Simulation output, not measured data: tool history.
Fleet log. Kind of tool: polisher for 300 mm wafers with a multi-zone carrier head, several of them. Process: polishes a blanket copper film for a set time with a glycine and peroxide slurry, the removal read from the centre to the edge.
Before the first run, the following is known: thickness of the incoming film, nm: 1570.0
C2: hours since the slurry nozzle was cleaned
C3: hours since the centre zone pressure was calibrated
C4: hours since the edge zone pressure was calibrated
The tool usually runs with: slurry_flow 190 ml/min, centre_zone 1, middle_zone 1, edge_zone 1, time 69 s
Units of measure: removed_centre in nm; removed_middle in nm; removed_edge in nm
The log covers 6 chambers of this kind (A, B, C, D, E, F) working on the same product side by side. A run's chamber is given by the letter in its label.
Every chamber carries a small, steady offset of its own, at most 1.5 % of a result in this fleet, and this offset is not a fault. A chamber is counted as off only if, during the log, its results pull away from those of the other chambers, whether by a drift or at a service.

{"run": "1B", "day": 0.404, "slurry_flow": 190, "centre_zone": 1, "middle_zone": 1, "edge_zone": 1, "time": 69, "wafers polished on this pad": 527, "C2": 33.4, "C3": 947.2, "C4": 110.2, "removed_centre": 311.7, "removed_middle": 316.01, "removed_edge": 323.69}
{"day": 0.492, "done": "chamber E: centre zone pressure recalibrated"}
{"day": 0.696, "done": "chamber A: worn pad replaced by a new one"}
{"run": "2E", "day": 0.846, "slurry_flow": 190, "centre_zone": 1, "middle_zone": 1, "edge_zone": 1, "time": 69, "wafers polished on this pad": 170, "C2": 23.8, "C3": 8.5, "C4": 793.7, "removed_centre": 312.83, "removed_middle": 316.06, "removed_edge": 314.28}
{"day": 0.975, "done": "chamber D: slurry nozzle cleaned"}
{"run": "3C", "day": 1.112, "slurry_flow": 190, "centre_zone": 1, "middle_zone": 1, "edge_zone": 1, "time": 69, "wafers polished on this pad": 718, "C2": 476.6, "C3": 566.5, "C4": 954.4, "removed_centre": 311.1, "removed_middle": 319.92, "removed_edge": 316.85}
{"day": 1.288, "done": "chamber D: worn pad replaced by a new one"}
{"run": "4A", "day": 1.383, "slurry_flow": 190, "centre_zone": 1, "middle_zone": 1, "edge_zone": 1, "time": 69, "wafers polished on this pad": 127, "C2": 174.7, "C3": 222.5, "C4": 159, "removed_centre": 314.68, "removed_middle": 317.22, "removed_edge": 310.12}
{"day": 1.729, "done": "chamber C: worn pad replaced by a new one"}
{"run": "5F", "day": 1.754, "slurry_flow": 190, "centre_zone": 1, "middle_zone": 1, "edge_zone": 1, "time": 69, "wafers polished on this pad": 830, "C2": 536.2, "C3": 78.2, "C4": 212.3, "removed_centre": 312.26, "removed_middle": 314.94, "removed_edge": 314.46}
{"day": 2.162, "done": "chamber F: worn pad replaced by a new one"}
{"run": "6D", "day": 2.292, "slurry_flow": 190, "centre_zone": 1, "middle_zone": 1, "edge_zone": 1, "time": 69, "wafers polished on this pad": 185, "C2": 31.6, "C3": 457.2, "C4": 1234.8, "removed_centre": 318.02, "removed_middle": 313.44, "removed_edge": 310.51}
{"run": "7D", "day": 2.792, "slurry_flow": 190, "centre_zone": 1, "middle_zone": 1, "edge_zone": 1, "time": 69, "wafers polished on this pad": 278, "C2": 43.6, "C3": 469.2, "C4": 1246.8, "removed_centre": 317.23, "removed_middle": 314.67, "removed_edge": 308.19}
{"run": "8C", "day": 3.1, "slurry_flow": 190, "centre_zone": 1, "middle_zone": 1, "edge_zone": 1, "time": 69, "wafers polished on this pad": 253, "C2": 524.3, "C3": 614.2, "C4": 1002.1, "removed_centre": 322.34, "removed_middle": 313.02, "removed_edge": 312.14}
{"day": 3.25, "done": "chamber B: worn pad replaced by a new one"}
{"run": "9B", "day": 3.479, "slurry_flow": 190, "centre_zone": 1, "middle_zone": 1, "edge_zone": 1, "time": 69, "wafers polished on this pad": 43, "C2": 107.2, "C3": 1021, "C4": 184, "removed_centre": 317.71, "removed_middle": 313.84, "removed_edge": 314.71}
{"run": "10A", "day": 3.858, "slurry_flow": 190, "centre_zone": 1, "middle_zone": 1, "edge_zone": 1, "time": 69, "wafers polished on this pad": 584, "C2": 234.1, "C3": 281.9, "C4": 218.4, "removed_centre": 315.84, "removed_middle": 317.1, "removed_edge": 313.34}
{"day": 3.879, "done": "chamber E: worn pad replaced by a new one"}
{"run": "11E", "day": 4.279, "slurry_flow": 190, "centre_zone": 1, "middle_zone": 1, "edge_zone": 1, "time": 69, "wafers polished on this pad": 74, "C2": 106.2, "C3": 90.9, "C4": 876.1, "removed_centre": 311.51, "removed_middle": 309.58, "removed_edge": 318.09}
{"day": 4.325, "done": "chamber A: worn pad replaced by a new one"}
{"day": 4.808, "done": "chamber C: slurry nozzle cleaned"}
{"run": "12F", "day": 4.85, "slurry_flow": 190, "centre_zone": 1, "middle_zone": 1, "edge_zone": 1, "time": 69, "wafers polished on this pad": 496, "C2": 610.5, "C3": 152.5, "C4": 286.6, "removed_centre": 310.04, "removed_middle": 317.99, "removed_edge": 317.9}
{"day": 5.329, "done": "chamber D: worn pad replaced by a new one"}
{"run": "13C", "day": 5.438, "slurry_flow": 190, "centre_zone": 1, "middle_zone": 1, "edge_zone": 1, "time": 69, "wafers polished on this pad": 685, "C2": 15.1, "C3": 670.3, "C4": 1058.2, "removed_centre": 316.86, "removed_middle": 315.08, "removed_edge": 306.54}
{"run": "14F", "day": 5.879, "slurry_flow": 190, "centre_zone": 1, "middle_zone": 1, "edge_zone": 1, "time": 69, "wafers polished on this pad": 686, "C2": 635.2, "C3": 177.2, "C4": 311.3, "removed_centre": 315.29, "removed_middle": 311.92, "removed_edge": 319.12}
{"run": "15A", "day": 6.233, "slurry_flow": 190, "centre_zone": 1, "middle_zone": 1, "edge_zone": 1, "time": 69, "wafers polished on this pad": 352, "C2": 291.1, "C3": 338.9, "C4": 275.4, "removed_centre": 316.16, "removed_middle": 314.48, "removed_edge": 312.94}
{"run": "16D", "day": 6.696, "slurry_flow": 190, "centre_zone": 1, "middle_zone": 1, "edge_zone": 1, "time": 69, "wafers polished on this pad": 252, "C2": 137.3, "C3": 562.9, "C4": 1340.5, "removed_centre": 311.35, "removed_middle": 312.73, "removed_edge": 316.65}
{"day": 6.721, "done": "chamber C: worn pad replaced by a new one"}
{"day": 6.888, "done": "chamber F: worn pad replaced by a new one"}
{"run": "17B", "day": 6.979, "slurry_flow": 190, "centre_zone": 1, "middle_zone": 1, "edge_zone": 1, "time": 69, "wafers polished on this pad": 689, "C2": 191.2, "C3": 1105, "C4": 268, "removed_centre": 315.6, "removed_middle": 310.78, "removed_edge": 319.15}
{"run": "18E", "day": 7.438, "slurry_flow": 190, "centre_zone": 1, "middle_zone": 1, "edge_zone": 1, "time": 69, "wafers polished on this pad": 658, "C2": 182, "C3": 166.7, "C4": 951.9, "removed_centre": 317.54, "removed_middle": 314.1, "removed_edge": 317.93}
{"day": 7.504, "done": "chamber D: edge zone pressure recalibrated"}
{"day": 7.671, "done": "chamber A: worn pad replaced by a new one"}
{"run": "19A", "day": 7.788, "slurry_flow": 190, "centre_zone": 1, "middle_zone": 1, "edge_zone": 1, "time": 69, "wafers polished on this pad": 22, "C2": 328.4, "C3": 376.2, "C4": 312.7, "removed_centre": 317.16, "removed_middle": 318.45, "removed_edge": 316.87}
{"day": 8.179, "done": "chamber E: worn pad replaced by a new one"}
{"run": "20E", "day": 8.279, "slurry_flow": 190, "centre_zone": 1, "middle_zone": 1, "edge_zone": 1, "time": 69, "wafers polished on this pad": 18, "C2": 202.2, "C3": 186.9, "C4": 972.1, "removed_centre": 314.41, "removed_middle": 316.27, "removed_edge": 317.27}
{"day": 8.533, "done": "chamber B: worn pad replaced by a new one"}
{"day": 8.729, "done": "chamber B: centre zone pressure recalibrated"}
{"run": "21C", "day": 8.825, "slurry_flow": 190, "centre_zone": 1, "middle_zone": 1, "edge_zone": 1, "time": 69, "wafers polished on this pad": 388, "C2": 96.4, "C3": 751.6, "C4": 1139.5, "removed_centre": 310.69, "removed_middle": 314.93, "removed_edge": 319.43}
{"day": 8.996, "done": "chamber A: slurry nozzle cleaned"}
{"run": "22F", "day": 9.104, "slurry_flow": 190, "centre_zone": 1, "middle_zone": 1, "edge_zone": 1, "time": 69, "wafers polished on this pad": 409, "C2": 712.6, "C3": 254.6, "C4": 388.7, "removed_centre": 316.74, "removed_middle": 312.61, "removed_edge": 309.78}
{"day": 9.633, "done": "chamber E: edge zone pressure recalibrated"}
{"run": "23B", "day": 9.679, "slurry_flow": 190, "centre_zone": 1.05, "middle_zone": 0.89, "edge_zone": 1, "time": 69, "wafers polished on this pad": 211, "C2": 256, "C3": 22.9, "C4": 332.8, "removed_centre": 322.49, "removed_middle": 283.77, "removed_edge": 319.28}
{"day": 9.867, "done": "chamber D: worn pad replaced by a new one"}
{"day": 10.108, "done": "chamber F: edge zone pressure recalibrated"}
{"run": "24D", "day": 10.15, "slurry_flow": 190, "centre_zone": 1.05, "middle_zone": 0.89, "edge_zone": 1, "time": 69, "wafers polished on this pad": 52, "C2": 220.2, "C3": 645.8, "C4": 63.6, "removed_centre": 329.25, "removed_middle": 283.89, "removed_edge": 322.65}
{"run": "25B", "day": 10.596, "slurry_flow": 190, "centre_zone": 1.05, "middle_zone": 0.89, "edge_zone": 1, "time": 69, "wafers polished on this pad": 381, "C2": 278, "C3": 44.9, "C4": 354.8, "removed_centre": 332.53, "removed_middle": 280.4, "removed_edge": 322.74}
{"run": "26C", "day": 10.925, "slurry_flow": 190, "centre_zone": 1.05, "middle_zone": 0.89, "edge_zone": 1, "time": 69, "wafers polished on this pad": 776, "C2": 146.8, "C3": 802, "C4": 1189.9, "removed_centre": 330.69, "removed_middle": 276.93, "removed_edge": 309.12}
{"day": 11.346, "done": "chamber F: worn pad replaced by a new one"}
{"day": 11.371, "done": "chamber C: edge zone pressure recalibrated"}
{"run": "27D", "day": 11.442, "slurry_flow": 190, "centre_zone": 1.05, "middle_zone": 0.89, "edge_zone": 1, "time": 69, "wafers polished on this pad": 291, "C2": 251.2, "C3": 676.8, "C4": 94.6, "removed_centre": 332.29, "removed_middle": 283.82, "removed_edge": 315.04}
{"day": 11.467, "done": "chamber A: worn pad replaced by a new one"}
{"run": "28F", "day": 11.754, "slurry_flow": 190, "centre_zone": 1.05, "middle_zone": 0.89, "edge_zone": 1, "time": 69, "wafers polished on this pad": 75, "C2": 776.2, "C3": 318.2, "C4": 39.6, "removed_centre": 332.09, "removed_middle": 287.26, "removed_edge": 311.3}
{"day": 12.158, "done": "chamber C: worn pad replaced by a new one"}
{"run": "29E", "day": 12.229, "slurry_flow": 190, "centre_zone": 1, "middle_zone": 1, "edge_zone": 1, "time": 87, "wafers polished on this pad": 748, "C2": 297, "C3": 281.7, "C4": 62.3, "removed_centre": 389.09, "removed_middle": 402.91, "removed_edge": 400.3}
{"day": 12.642, "done": "chamber E: worn pad replaced by a new one"}
{"run": "30A", "day": 12.667, "slurry_flow": 190, "centre_zone": 1, "middle_zone": 1, "edge_zone": 1, "time": 87, "wafers polished on this pad": 222, "C2": 88.1, "C3": 493.3, "C4": 429.8, "removed_centre": 405.33, "removed_middle": 403.87, "removed_edge": 392.34}
{"day": 12.825, "done": "chamber B: slurry nozzle cleaned"}
{"run": "31B", "day": 13.088, "slurry_flow": 190, "centre_zone": 1, "middle_zone": 1, "edge_zone": 1, "time": 87, "wafers polished on this pad": 841, "C2": 6.4, "C3": 104.7, "C4": 414.6, "removed_centre": 400.18, "removed_middle": 401.11, "removed_edge": 394.55}
{"run": "32D", "day": 13.592, "slurry_flow": 190, "centre_zone": 1, "middle_zone": 1, "edge_zone": 1, "time": 87, "wafers polished on this pad": 688, "C2": 302.8, "C3": 728.4, "C4": 146.2, "removed_centre": 395.69, "removed_middle": 387.62, "removed_edge": 385.84}
{"day": 13.658, "done": "chamber C: centre zone pressure recalibrated"}
{"day": 13.725, "done": "chamber E: slurry nozzle cleaned"}
{"run": "33C", "day": 14.129, "slurry_flow": 190, "centre_zone": 1, "middle_zone": 1, "edge_zone": 1, "time": 87, "wafers polished on this pad": 364, "C2": 223.7, "C3": 11.3, "C4": 66.3, "removed_centre": 402.7, "removed_middle": 394.13, "removed_edge": 385.47}
{"run": "34A", "day": 14.638, "slurry_flow": 190, "centre_zone": 1, "middle_zone": 1, "edge_zone": 1, "time": 87, "wafers polished on this pad": 586, "C2": 135.4, "C3": 540.6, "C4": 477.1, "removed_centre": 399.66, "removed_middle": 393.2, "removed_edge": 395.39}
{"day": 14.804, "done": "chamber A: worn pad replaced by a new one"}
{"run": "35E", "day": 15.154, "slurry_flow": 190, "centre_zone": 1, "middle_zone": 1, "edge_zone": 1, "time": 69, "wafers polished on this pad": 464, "C2": 34.3, "C3": 351.9, "C4": 132.5, "removed_centre": 308.44, "removed_middle": 314.62, "removed_edge": 319.86}
{"run": "36F", "day": 15.729, "slurry_flow": 190, "centre_zone": 1, "middle_zone": 1, "edge_zone": 1, "time": 69, "wafers polished on this pad": 810, "C2": 871.6, "C3": 413.6, "C4": 135, "removed_centre": 310.32, "removed_middle": 321.23, "removed_edge": 309.23}
{"run": "37C", "day": 16.129, "slurry_flow": 190, "centre_zone": 1, "middle_zone": 1, "edge_zone": 1, "time": 69, "wafers polished on this pad": 733, "C2": 271.7, "C3": 59.3, "C4": 114.3, "removed_centre": 316.46, "removed_middle": 311.11, "removed_edge": 313.89}
{"day": 16.204, "done": "chamber F: slurry nozzle cleaned"}
{"run": "38F", "day": 16.558, "slurry_flow": 190, "centre_zone": 1, "middle_zone": 1, "edge_zone": 1, "time": 69, "wafers polished on this pad": 963, "C2": 8.6, "C3": 433.5, "C4": 154.9, "removed_centre": 311.65, "removed_middle": 319.39, "removed_edge": 316.46}
{"day": 16.888, "done": "chamber E: worn pad replaced by a new one"}
{"run": "39E", "day": 17.062, "slurry_flow": 190, "centre_zone": 1, "middle_zone": 1, "edge_zone": 1, "time": 69, "wafers polished on this pad": 32, "C2": 80.1, "C3": 397.7, "C4": 178.3, "removed_centre": 312.17, "removed_middle": 313.4, "removed_edge": 312.76}
{"run": "40A", "day": 17.475, "slurry_flow": 190, "centre_zone": 1, "middle_zone": 1, "edge_zone": 1, "time": 69, "wafers polished on this pad": 493, "C2": 203.5, "C3": 608.7, "C4": 545.2, "removed_centre": 318.44, "removed_middle": 318.2, "removed_edge": 314.36}

Is one chamber off against the others, does the gauge drift, or is nothing wrong? If a chamber is off, say which, and what the likeliest cause is.

Beyond each chamber's small constant offset nothing stands out, and the gauge stays steady.
